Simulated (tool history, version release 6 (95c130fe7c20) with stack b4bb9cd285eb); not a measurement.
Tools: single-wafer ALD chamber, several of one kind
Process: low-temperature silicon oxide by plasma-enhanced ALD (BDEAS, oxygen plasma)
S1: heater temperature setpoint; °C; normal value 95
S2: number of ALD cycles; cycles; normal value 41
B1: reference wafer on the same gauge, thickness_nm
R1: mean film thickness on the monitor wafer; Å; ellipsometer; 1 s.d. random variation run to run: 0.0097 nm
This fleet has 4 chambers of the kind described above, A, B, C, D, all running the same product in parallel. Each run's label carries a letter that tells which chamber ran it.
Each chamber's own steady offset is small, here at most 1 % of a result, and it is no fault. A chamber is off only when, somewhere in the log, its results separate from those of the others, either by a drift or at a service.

{"run": "1D", "hour": 15.6, "S1": 95, "S2": 41, "B1": 6.5878, "R1": 59.228}
{"run": "2B", "hour": 30.0, "S1": 95, "S2": 41, "B1": 6.5848, "R1": 59.606}
{"run": "3A", "hour": 40.0, "S1": 95, "S2": 41, "B1": 6.5841, "R1": 59.49}
{"run": "4C", "hour": 47.0, "S1": 95, "S2": 41, "B1": 6.5839, "R1": 59.236}
{"run": "5B", "hour": 60.0, "S1": 95, "S2": 41, "B1": 6.5847, "R1": 59.477}
{"run": "6D", "hour": 74.5, "S1": 95, "S2": 41, "B1": 6.5802, "R1": 58.991}
{"run": "7C", "hour": 87.3, "S1": 81, "S2": 41, "B1": 6.581, "R1": 62.183}
{"run": "8A", "hour": 101.1, "S1": 81, "S2": 41, "B1": 6.5799, "R1": 62.561}
{"run": "9C", "hour": 111.3, "S1": 81, "S2": 41, "B1": 6.577, "R1": 62.145}
{"run": "10D", "hour": 126.5, "S1": 81, "S2": 41, "B1": 6.5748, "R1": 61.984}
{"run": "11B", "hour": 140.3, "S1": 95, "S2": 41, "B1": 6.5734, "R1": 59.553}
{"run": "12A", "hour": 155.0, "S1": 95, "S2": 41, "B1": 6.5726, "R1": 59.371}
{"run": "13C", "hour": 168.6, "S1": 89, "S2": 47, "B1": 6.5704, "R1": 69.153}
{"run": "14B", "hour": 179.5, "S1": 89, "S2": 47, "B1": 6.5641, "R1": 69.494}
{"run": "15A", "hour": 193.2, "S1": 89, "S2": 47, "B1": 6.5657, "R1": 69.452}
{"run": "16D", "hour": 205.2, "S1": 89, "S2": 47, "B1": 6.5648, "R1": 68.944}
{"hour": 207.3, "done": "chamber B: thermocouple changed; heater temperature recalibrated"}
{"run": "17A", "hour": 217.7, "S1": 95, "S2": 41, "B1": 6.5606, "R1": 59.334}
{"run": "18C", "hour": 227.9, "S1": 95, "S2": 41, "B1": 6.5598, "R1": 59.025}
{"run": "19D", "hour": 239.7, "S1": 95, "S2": 41, "B1": 6.5592, "R1": 58.999}
{"run": "20B", "hour": 255.3, "S1": 95, "S2": 41, "B1": 6.5593, "R1": 59.468}
{"run": "21A", "hour": 262.6, "S1": 95, "S2": 41, "B1": 6.5571, "R1": 59.284}
{"run": "22C", "hour": 270.3, "S1": 95, "S2": 41, "B1": 6.5573, "R1": 58.817}
{"run": "23B", "hour": 279.4, "S1": 95, "S2": 41, "B1": 6.5523, "R1": 59.201}
{"run": "24D", "hour": 293.9, "S1": 95, "S2": 41, "B1": 6.5545, "R1": 58.82}
{"run": "25D", "hour": 305.5, "S1": 95, "S2": 41, "B1": 6.5485, "R1": 58.878}
{"run": "26B", "hour": 317.6, "S1": 95, "S2": 41, "B1": 6.5484, "R1": 59.216}
{"run": "27C", "hour": 333.0, "S1": 95, "S2": 41, "B1": 6.5479, "R1": 58.742}

All 4 chambers run these settings next. Forecast each chamber's results:
{"run": "28A", "hour": 344.5, "S1": 95, "S2": 41, "R1": "?"}
{"run": "28B", "hour": 344.5, "S1": 95, "S2": 41, "R1": "?"}
{"run": "28C", "hour": 344.5, "S1": 95, "S2": 41, "R1": "?"}
{"run": "28D", "hour": 344.5, "S1": 95, "S2": 41, "R1": "?"}

run=28A R1=58.995
run=28B R1=59.165
run=28C R1=58.82
run=28D R1=58.569
